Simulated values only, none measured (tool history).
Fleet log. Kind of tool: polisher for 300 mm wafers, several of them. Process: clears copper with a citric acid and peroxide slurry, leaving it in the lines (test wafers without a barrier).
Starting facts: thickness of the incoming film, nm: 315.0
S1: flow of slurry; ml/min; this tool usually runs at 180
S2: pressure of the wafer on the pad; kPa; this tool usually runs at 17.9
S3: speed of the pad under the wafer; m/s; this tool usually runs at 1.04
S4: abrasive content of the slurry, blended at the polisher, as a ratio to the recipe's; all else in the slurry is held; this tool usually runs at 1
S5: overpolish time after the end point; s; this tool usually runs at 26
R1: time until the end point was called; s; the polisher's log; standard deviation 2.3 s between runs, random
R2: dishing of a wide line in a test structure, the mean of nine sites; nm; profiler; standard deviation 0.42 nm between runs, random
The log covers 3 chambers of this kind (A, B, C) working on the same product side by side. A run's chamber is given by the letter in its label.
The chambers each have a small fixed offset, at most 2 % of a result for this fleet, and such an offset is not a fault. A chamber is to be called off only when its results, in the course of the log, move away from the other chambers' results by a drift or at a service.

run 1C hour=9.1 | S1=180 S2=17.9 S3=1.04 S4=1 S5=26 | R1=159.37 R2=26.677
run 2B hour=14.3 | S1=180 S2=17.9 S3=1.04 S4=1 S5=26 | R1=163.62 R2=26.333
run 3A hour=21.2 | S1=180 S2=17.9 S3=1.04 S4=1 S5=26 | R1=157.91 R2=25.305
run 4A hour=28.0 | S1=180 S2=17.9 S3=1.04 S4=1 S5=26 | R1=159.30 R2=26.418
run 5C hour=37.1 | S1=180 S2=17.9 S3=1.04 S4=1 S5=26 | R1=161.62 R2=26.457
run 6B hour=42.7 | S1=180 S2=17.9 S3=1.04 S4=1 S5=26 | R1=158.67 R2=25.976
run 7A hour=53.2 | S1=180 S2=17.9 S3=1.04 S4=1 S5=26 | R1=156.63 R2=26.585
run 8C hour=63.5 | S1=180 S2=17.9 S3=1.22 S4=1 S5=26 | R1=134.25 R2=28.910
run 9B hour=70.6 | S1=180 S2=17.9 S3=1.22 S4=1 S5=26 | R1=134.37 R2=28.161
run 10A hour=78.3 | S1=180 S2=17.9 S3=1.22 S4=1 S5=26 | R1=132.97 R2=28.177
run 11B hour=87.4 | S1=180 S2=17.9 S3=1.04 S4=1 S5=26 | R1=160.94 R2=26.907
run 12C hour=93.5 | S1=120 S2=17.9 S3=1.04 S4=1 S5=26 | R1=176.12 R2=25.105
run 13A hour=103.7 | S1=120 S2=17.9 S3=1.04 S4=1 S5=26 | R1=166.32 R2=24.813
-- hour=106.1 chamber C: worn pad replaced by a new one
-- hour=109.6 chamber A: slurry blender recalibrated
run 14B hour=114.3 | S1=120 S2=17.9 S3=1.04 S4=1 S5=26 | R1=168.45 R2=25.366
-- hour=114.8 chamber A: worn pad replaced by a new one
-- hour=115.2 chamber B: worn pad replaced by a new one
run 15C hour=120.2 | S1=180 S2=17.9 S3=1.04 S4=1 S5=26 | R1=160.56 R2=26.225
-- hour=126.3 chamber B: slurry blender recalibrated
run 16C hour=129.9 | S1=180 S2=17.9 S3=1.04 S4=1 S5=26 | R1=159.93 R2=26.668
run 17B hour=135.4 | S1=180 S2=17.9 S3=1.04 S4=1 S5=26 | R1=156.07 R2=26.748
run 18A hour=145.7 | S1=180 S2=17.9 S3=1.04 S4=1 S5=26 | R1=158.78 R2=26.318
run 19C hour=156.2 | S1=180 S2=17.9 S3=1.04 S4=1 S5=26 | R1=161.97 R2=26.304
run 20A hour=162.9 | S1=180 S2=17.9 S3=1.04 S4=1 S5=26 | R1=160.04 R2=25.568
run 21B hour=171.4 | S1=180 S2=17.9 S3=1.04 S4=1 S5=26 | R1=153.70 R2=26.017
run 22A hour=179.0 | S1=180 S2=17.9 S3=1.04 S4=1 S5=26 | R1=154.05 R2=26.016
-- hour=179.9 chamber B: slurry nozzle cleaned
run 23C hour=186.6 | S1=180 S2=17.9 S3=1.04 S4=1 S5=26 | R1=162.66 R2=25.254
-- hour=190.7 chamber A: slurry nozzle cleaned
run 24B hour=192.5 | S1=180 S2=17.9 S3=1.30 S4=1 S5=26 | R1=126.69 R2=29.569
run 25B hour=198.4 | S1=180 S2=17.9 S3=1.30 S4=1 S5=26 | R1=124.88 R2=30.324
run 26A hour=203.2 | S1=180 S2=17.9 S3=1.30 S4=1 S5=26 | R1=125.77 R2=28.198
run 27C hour=212.3 | S1=180 S2=17.9 S3=1.04 S4=1 S5=26 | R1=161.41 R2=26.912
run 28A hour=219.7 | S1=180 S2=17.9 S3=1.04 S4=1 S5=26 | R1=153.27 R2=25.952

Does one chamber stand apart from the rest, does the shared gauge drift, or is all well apart from small per-chamber offsets? Give the chamber and the most likely cause, where there is one.

Neither any chamber nor the gauge drifts; the chambers differ only by their own small, steady offsets.

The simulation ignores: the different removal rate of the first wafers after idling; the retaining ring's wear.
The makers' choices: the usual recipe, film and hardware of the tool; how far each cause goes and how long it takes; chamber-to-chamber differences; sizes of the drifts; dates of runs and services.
